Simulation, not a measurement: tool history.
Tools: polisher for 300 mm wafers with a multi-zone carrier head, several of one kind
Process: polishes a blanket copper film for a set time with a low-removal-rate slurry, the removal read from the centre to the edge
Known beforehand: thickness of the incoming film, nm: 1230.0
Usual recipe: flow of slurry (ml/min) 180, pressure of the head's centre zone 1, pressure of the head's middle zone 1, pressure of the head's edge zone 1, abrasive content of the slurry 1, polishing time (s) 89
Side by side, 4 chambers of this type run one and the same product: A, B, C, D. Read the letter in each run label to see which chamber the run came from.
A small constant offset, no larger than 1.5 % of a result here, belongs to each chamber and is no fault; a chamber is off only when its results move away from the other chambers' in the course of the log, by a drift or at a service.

run	day	flow of slurry (ml/min)	pressure of the head's centre zone	pressure of the head's middle zone	pressure of the head's edge zone	abrasive content of the slurry	polishing time (s)	wafers polished on this pad	hours since the slurry nozzle was cleaned	hours since the centre zone pressure was calibrated	hours since the edge zone pressure was calibrated	film removed at the wafer's centre (nm)	film removed at mid-radius (nm)	film removed at the wafer's edge (nm)
1B	0.088	180	1	1	1	1	89	494	192.1	799.3	550.4	320.58	323.38	321.85
# day 0.133: chamber D: worn pad replaced by a new one
2D	0.208	180	1	1	1	1	89	20	181.3	202.9	64.2	315.53	322.15	324.89
3C	0.362	180	1	1	1	1	89	409	76.4	820.2	685.5	322.97	328.13	324.1
4A	0.512	180	1	1	1	1	89	228	198.5	1137.1	680.3	315.29	318.37	323.3
5B	0.596	180	1	1	1	1	89	631	204.3	811.5	562.6	319.3	318.45	320.39
# day 0.646: chamber B: worn pad replaced by a new one
6D	0.692	180	1	1	1	1	89	150	192.9	214.5	75.8	319.38	324.65	325.56
7A	0.825	180	1	1	1	1	89	312	206	1144.6	687.8	321.96	317.87	315.2
8C	0.988	180	1	1	1	1	89	577	91.4	835.2	700.5	314.93	322.04	324.26
9A	1.071	180	0.89	0.91	1	1	89	378	211.9	1150.5	693.7	281.23	289.32	319.73
10D	1.158	180	0.89	0.91	1	1	89	276	204.1	225.7	87	278.23	291.39	321.26
11B	1.242	180	0.89	0.91	1	1	89	160	219.8	827	578.1	278.68	297.22	323.29
12C	1.425	180	0.89	0.91	1	1	89	695	101.9	845.7	711	281.71	288.98	321.21
13C	1.525	180	1	1	1	1	89	722	104.3	848.1	713.4	317.62	312.99	321.74
14D	1.642	180	1	1	1	1	89	406	215.7	237.3	98.6	314.43	319.72	320.85
15A	1.754	180	1	1	1	1	89	562	228.3	1166.9	710.1	319.77	324.7	318.18
16B	1.9	180	1	1	1	1	89	337	235.6	842.8	593.9	317.56	308.12	316.4
17B	2.075	180	1	1	1	1	89	384	239.8	847	598.1	320.73	324	320.15
# day 2.142: chamber C: worn pad replaced by a new one
18D	2.238	180	1	1	1	1	89	566	230	251.6	112.9	316.13	314	323.14
# day 2.333: chamber D: worn pad replaced by a new one
19C	2.358	180	1	1	1	1	89	58	124.3	868.1	733.4	320.46	327.17	318.39
# day 2.508: chamber A: worn pad replaced by a new one
20A	2.512	180	1	1	1	1	89	1	246.5	1185.1	728.3	323.75	320.47	318.72
21A	2.654	180	1	1.04	1	1	89	39	249.9	1188.5	731.7	320.93	329.22	319.76
22D	2.742	180	1	1.04	1	1	89	110	242.1	263.7	125	313.27	332.37	320.52
23C	2.85	180	1	1.04	1	1	89	191	136.1	879.9	745.2	325.28	329.6	325.59
# day 2.912: chamber B: centre zone pressure recalibrated
24B	3.008	180	1	1.04	1	1	89	635	262.2	2.4	620.5	320.64	324.74	327.45
25C	3.154	180	0.9	1	1	1	89	272	143.4	887.2	752.5	286.86	312.95	324.25
26A	3.242	180	0.9	1	1	1	89	197	264	1202.6	745.8	284.22	324.38	320.39
# day 3.292: chamber B: worn pad replaced by a new one
27B	3.388	180	0.9	1	1	1	89	25	271.3	11.5	629.6	285.2	316.15	326.17
28D	3.488	180	0.9	1	1	1	89	310	260	281.6	142.9	279.08	319.71	324.74
29B	3.629	180	1	1	1	1	89	90	277.1	17.3	635.4	318.42	319.76	324.67
30D	3.717	180	1	1	1	1	89	372	265.5	287.1	148.4	317.95	322.03	325.72
31C	3.817	180	1	1	1	1	89	451	159.3	903.1	768.4	322.8	323.77	320.1
32A	3.992	180	1	1	1	1	89	399	282	1220.6	763.8	323.58	329.77	317.55
33A	4.138	180	1	1	1	1.2	99	438	285.5	1224.1	767.3	368.77	380.76	374.97
# day 4.146: chamber C: centre zone pressure recalibrated
34B	4.279	180	1	1	1	1.2	99	265	292.7	32.9	651	375.01	368.53	375.34
35C	4.442	180	1	1	1	1.2	99	619	174.3	7.1	783.4	371.77	373.28	376.76

Is one chamber off against the others, does the gauge drift, or is nothing wrong? If a chamber is off, say which, and what the likeliest cause is.

No chamber is off and the gauge is stable; the differences are just each chamber's small, constant offset.

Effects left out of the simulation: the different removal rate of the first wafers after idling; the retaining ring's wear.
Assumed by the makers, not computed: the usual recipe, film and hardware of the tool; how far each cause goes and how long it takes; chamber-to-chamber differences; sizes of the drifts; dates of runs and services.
